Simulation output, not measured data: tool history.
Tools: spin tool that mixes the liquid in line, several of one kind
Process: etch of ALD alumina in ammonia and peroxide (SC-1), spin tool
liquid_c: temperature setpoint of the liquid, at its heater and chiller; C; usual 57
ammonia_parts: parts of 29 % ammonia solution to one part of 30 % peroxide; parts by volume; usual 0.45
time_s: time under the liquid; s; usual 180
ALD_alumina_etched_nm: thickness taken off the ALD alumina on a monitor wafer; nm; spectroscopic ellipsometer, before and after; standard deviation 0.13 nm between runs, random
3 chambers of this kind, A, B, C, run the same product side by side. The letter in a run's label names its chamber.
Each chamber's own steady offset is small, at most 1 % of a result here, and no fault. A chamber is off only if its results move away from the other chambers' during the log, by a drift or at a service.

run   hour  liquid_c  ammonia_parts  time_s  read-back film thickness of the ALD alumina reference wafer, read on the same gauge (nm)  ALD_alumina_etched_nm
       2.2  -- chamber B: new drum of ammonia solution connected
 1A    5.9        57           0.45     180                                                                                    130.00                13.4960
 2C   13.4        57           0.45     180                                                                                    130.01                13.5440
 3B   20.6        57           0.45     180                                                                                    130.00                13.8430
 4A   26.1        57           0.45     180                                                                                    130.00                13.5000
 5C   35.7        57           0.45     180                                                                                    130.00                13.5210
 6B   42.6        57           0.45     180                                                                                    130.00                13.7180
 7A   50.5        57           0.45     180                                                                                    130.01                13.5140
 8C   60.0        57           0.45     180                                                                                    129.99                13.3140
 9B   69.1        57           0.45     180                                                                                    130.01                14.1750
10C   77.7        57           0.45     180                                                                                    129.99                13.6820
11A   87.4        57           0.45     180                                                                                    130.01                13.6520
12B   96.0        57           0.45     180                                                                                    130.01                13.9810
13B  103.6        57           0.45      85                                                                                    129.97                 6.7178
14A  109.8        57           0.45      85                                                                                    130.01                 6.4063
15C  115.5        57           0.45      85                                                                                    130.03                 6.4203
16C  121.8        57           0.45     180                                                                                    129.99                13.4570
17B  131.2        52           0.45     100                                                                                    130.01                 6.2519
18A  141.6        52           0.45     100                                                                                    129.98                 5.7668
19C  147.7        52           0.45     100                                                                                    129.98                 5.6898
20B  156.2        57           0.45     180                                                                                    129.97                14.5940
21A  162.2        57           0.45     180                                                                                    129.99                13.5710
22A  171.0        57           0.45     180                                                                                    129.98                13.7690
23B  180.0        57           0.45     180                                                                                    130.00                15.2390

Decide between three cases: one chamber stands off from its peers, the gauge reading all wafers drifts, or nothing is wrong past each chamber's small offset. Where a chamber is off, say which and what most likely put it there.

One chamber, B, drifts off from the rest bit by bit.
What lies behind it: liquid hotter than its thermometer reads (K) = 1.87.

Below are 4 candidate recipes for chamber B's next run, each the usual settings with a change, their results shown as question marks. Which of them brings B's results back in line with what the other chambers give on the usual settings?
Allowed miss from the other chambers' usual-settings mean, per result, to count as in line: ALD_alumina_etched_nm 0.4400 nm
24B-1  187.5      55.0           0.45     180                                                                                                                ?
24B-2  187.5      58.0           0.45     190                                                                                                                ?
24B-3  187.5      59.0           0.45     205                                                                                                                ?
24B-4  187.5      52.5           0.45     180                                                                                                                ?

Mean of the other chambers on the usual settings: ALD_alumina_etched_nm 13.5260 nm
  run  ALD_alumina_etched_nm
24B-1                13.5430
24B-2                16.7050
24B-3                18.9710
24B-4                11.8590
It is 24B-1 that realigns the chamber with its peers.
